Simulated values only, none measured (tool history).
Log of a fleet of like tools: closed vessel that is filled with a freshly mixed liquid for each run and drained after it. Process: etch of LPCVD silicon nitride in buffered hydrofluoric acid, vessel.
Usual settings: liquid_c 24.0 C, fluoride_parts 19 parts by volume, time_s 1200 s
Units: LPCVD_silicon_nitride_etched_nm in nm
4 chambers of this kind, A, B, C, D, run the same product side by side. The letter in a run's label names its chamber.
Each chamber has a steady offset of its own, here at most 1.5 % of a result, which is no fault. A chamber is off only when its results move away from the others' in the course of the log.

| run | day | liquid_c | fluoride_parts | time_s | hours since the thermometer was replaced | hours since the hydrofluoric acid flow meter was replaced | read-back film thickness of the LPCVD silicon nitride reference wafer, read on the same gauge (nm) | LPCVD_silicon_nitride_etched_nm |
|---|---|---|---|---|---|---|---|---|
| 1A | 0.254 | 24.0 | 19 | 1200 | 173.5 | 1188.8 | 130.05 | 9.5388 |
| 2D | 0.604 | 24.0 | 19 | 1200 | 1348.7 | 257.9 | 130.05 | 9.8269 |
| 3C | 1.017 | 24.0 | 19 | 1200 | 1154.3 | 1068.5 | 129.99 | 9.6698 |
| 4B | 1.408 | 24.0 | 19 | 1200 | 225.4 | 1551.4 | 129.97 | 9.7882 |
| 5C | 1.846 | 24.0 | 19 | 1200 | 1174.2 | 1088.4 | 130.03 | 9.7087 |
| 6B | 2.271 | 24.0 | 19 | 1200 | 246.1 | 1572.1 | 130.01 | 9.5913 |
| 7A | 2.675 | 24.0 | 19 | 1200 | 231.6 | 1246.9 | 130.00 | 9.6203 |
| 8D | 2.875 | 24.0 | 19 | 1200 | 1403.2 | 312.4 | 130.01 | 9.7995 |
| 9B | 3.308 | 24.0 | 19 | 1200 | 271.0 | 1597.0 | 130.01 | 9.6922 |
| 10A | 3.650 | 24.0 | 19 | 1200 | 255.0 | 1270.3 | 130.00 | 9.6588 |
| 11D | 3.908 | 24.0 | 19 | 1200 | 1428.0 | 337.2 | 130.01 | 9.8746 |
| 12C | 4.104 | 24.0 | 19 | 1200 | 1228.4 | 1142.6 | 129.99 | 9.8079 |
| 13D | 4.375 | 24.0 | 19 | 1200 | 1439.2 | 348.4 | 129.99 | 10.0170 |
| 14B | 4.679 | 24.0 | 19 | 1200 | 303.9 | 1629.9 | 130.04 | 9.6467 |
| 15A | 4.950 | 25.5 | 19 | 1200 | 286.2 | 1301.5 | 130.02 | 10.3150 |
| 16C | 5.350 | 25.5 | 19 | 1200 | 1258.3 | 1172.5 | 129.99 | 10.5160 |
| 17D | 5.562 | 25.5 | 19 | 1200 | 1467.7 | 376.9 | 129.98 | 10.9070 |
| 18B | 5.842 | 25.5 | 19 | 1200 | 331.8 | 1657.8 | 130.01 | 10.6700 |
|  | 6.158 | chamber A: hydrofluoric acid flow meter replaced |
| 19C | 6.271 | 19.5 | 12 | 1200 | 1280.4 | 1194.6 | 130.01 | 11.9210 |
| 20A | 6.538 | 19.5 | 12 | 1200 | 324.3 | 9.2 | 129.99 | 11.7920 |
| 21D | 6.767 | 19.5 | 12 | 1200 | 1496.6 | 405.8 | 130.00 | 12.5450 |
| 22C | 7.129 | 19.5 | 12 | 1200 | 1301.0 | 1215.2 | 129.97 | 11.8550 |
| 23A | 7.433 | 24.0 | 25 | 1200 | 345.8 | 30.7 | 129.99 | 7.7463 |
| 24B | 7.771 | 24.0 | 25 | 1200 | 378.1 | 1704.1 | 130.01 | 7.9105 |
| 25D | 8.046 | 24.0 | 25 | 1200 | 1527.3 | 436.5 | 130.03 | 8.2997 |
| 26C | 8.329 | 24.0 | 25 | 1200 | 1329.8 | 1244.0 | 130.01 | 7.9926 |
| 27B | 8.629 | 24.0 | 19 | 1200 | 398.7 | 1724.7 | 130.00 | 9.8392 |
| 28A | 8.988 | 24.0 | 19 | 1200 | 383.1 | 68.0 | 130.01 | 9.7083 |

What goes on in this fleet: one chamber off, a drifting gauge, or nothing beyond the chambers' own small offsets? Name the chamber and the cause, if any.

Chamber D drifts away from the others.
Cause: hydrofluoric acid flow above the setpoint (%) = 8.57.
The log may not tell that from: liquid hotter than its thermometer reads (K).

Here are 4 candidates for chamber D's next run, each the usual settings with a change, their results left as question marks. Which one brings its results back in line with what the others give on the usual settings?
In line means no further than this from the other chambers' mean on the usual settings: LPCVD_silicon_nitride_etched_nm 0.3100 nm
| 29D-1 | 9.304 | 24.0 | 19.5 | 1140 |  |  |  | ? |
| 29D-2 | 9.304 | 24.5 | 19.0 | 1280 |  |  |  | ? |
| 29D-3 | 9.304 | 24.0 | 19.0 | 1220 |  |  |  | ? |
| 29D-4 | 9.304 | 24.0 | 19.0 | 1175 |  |  |  | ? |

The other chambers' mean on the usual settings: LPCVD_silicon_nitride_etched_nm 9.7024 nm
| run | LPCVD_silicon_nitride_etched_nm |
|---|---|
| 29D-1 | 9.7038 |
| 29D-2 | 11.4870 |
| 29D-3 | 10.6530 |
| 29D-4 | 10.2600 |
29D-1 brings the chamber back in line.

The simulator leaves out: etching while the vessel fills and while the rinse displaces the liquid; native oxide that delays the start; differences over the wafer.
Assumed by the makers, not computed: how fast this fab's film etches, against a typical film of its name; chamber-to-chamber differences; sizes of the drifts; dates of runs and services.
